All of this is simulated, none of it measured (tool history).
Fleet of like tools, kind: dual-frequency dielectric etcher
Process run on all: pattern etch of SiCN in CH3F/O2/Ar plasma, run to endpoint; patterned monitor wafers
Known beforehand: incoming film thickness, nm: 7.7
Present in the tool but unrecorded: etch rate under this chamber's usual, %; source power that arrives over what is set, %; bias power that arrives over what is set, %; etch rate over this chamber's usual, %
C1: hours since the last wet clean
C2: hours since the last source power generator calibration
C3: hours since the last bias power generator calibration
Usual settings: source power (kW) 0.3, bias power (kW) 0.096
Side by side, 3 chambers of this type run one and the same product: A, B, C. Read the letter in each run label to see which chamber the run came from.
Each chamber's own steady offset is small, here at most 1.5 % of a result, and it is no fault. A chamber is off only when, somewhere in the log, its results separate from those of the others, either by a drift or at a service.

Run 1A, hour 9.3: usual settings; C1 15.4; C2 1779.7; C3 575.4. Result: endpoint time (s) 20.358.
Run 2C, hour 18.1: usual settings; C1 267.5; C2 1657.8; C3 2010. Result: endpoint time (s) 20.326.
Run 3B, hour 25.1: usual settings; C1 386.5; C2 3477.3; C3 487.4. Result: endpoint time (s) 20.645.
Run 4B, hour 40.7: usual settings; C1 402.1; C2 3492.9; C3 503. Result: endpoint time (s) 20.681.
Run 5C, hour 48.9: usual settings; C1 298.3; C2 1688.6; C3 2040.8. Result: endpoint time (s) 20.444.
Run 6A, hour 55.8: usual settings; C1 61.9; C2 1826.2; C3 621.9. Result: endpoint time (s) 20.248.
Run 7A, hour 70.8: usual settings; C1 76.9; C2 1841.2; C3 636.9. Result: endpoint time (s) 20.291.
Run 8B, hour 81.1: usual settings; C1 442.5; C2 3533.3; C3 543.4. Result: endpoint time (s) 20.634.
Run 9C, hour 89: usual settings; C1 338.4; C2 1728.7; C3 2080.9. Result: endpoint time (s) 20.366.
Run 10A, hour 104.1: usual settings; C1 110.2; C2 1874.5; C3 670.2. Result: endpoint time (s) 20.264.
Run 11C, hour 119.8: usual settings; C1 369.2; C2 1759.5; C3 2111.7. Result: endpoint time (s) 20.295.
Run 12B, hour 132.4: usual settings; C1 493.8; C2 3584.6; C3 594.7. Result: endpoint time (s) 20.667.
Run 13A, hour 144.7: usual settings; C1 150.8; C2 1915.1; C3 710.8. Result: endpoint time (s) 20.275.
Run 14C, hour 158.7: usual settings; C1 408.1; C2 1798.4; C3 2150.6. Result: endpoint time (s) 20.262.
At hour 159: chamber C: wet clean of the chamber.
At hour 160.2: chamber B: source power generator calibrated.
At hour 161: chamber B: wet clean of the chamber.
Run 15B, hour 172.1: usual settings; C1 11.2; C2 12; C3 634.4. Result: endpoint time (s) 20.714.
Run 16C, hour 180.7: usual settings; C1 21.7; C2 1820.4; C3 2172.6. Result: endpoint time (s) 19.855.
Run 17B, hour 194.4: usual settings; C1 33.5; C2 34.3; C3 656.7. Result: endpoint time (s) 20.613.
Run 18A, hour 209.7: usual settings; C1 215.8; C2 1980.1; C3 775.8. Result: endpoint time (s) 20.353.
Run 19C, hour 218.9: usual settings; C1 59.9; C2 1858.6; C3 2210.8. Result: endpoint time (s) 19.915.
Run 20A, hour 228.5: usual settings; C1 234.6; C2 1998.9; C3 794.6. Result: endpoint time (s) 20.35.
Run 21B, hour 237.9: usual settings; C1 77; C2 77.8; C3 700.2. Result: endpoint time (s) 20.688.
Run 22B, hour 253.5: usual settings; C1 92.6; C2 93.4; C3 715.8. Result: endpoint time (s) 20.652.
Run 23A, hour 264.4: usual settings; C1 270.5; C2 2034.8; C3 830.5. Result: endpoint time (s) 20.331.
Run 24C, hour 274: usual settings; C1 115; C2 1913.7; C3 2265.9. Result: endpoint time (s) 19.947.

All 3 chambers run these settings next. Forecast each chamber's results:
Run 25A, hour 285.3: usual settings. Result: endpoint time (s) ?.
Run 25B, hour 285.3: usual settings. Result: endpoint time (s) ?.
Run 25C, hour 285.3: usual settings. Result: endpoint time (s) ?.

run  endpoint time (s)
25A             20.326
25B             20.701
25C             20.014
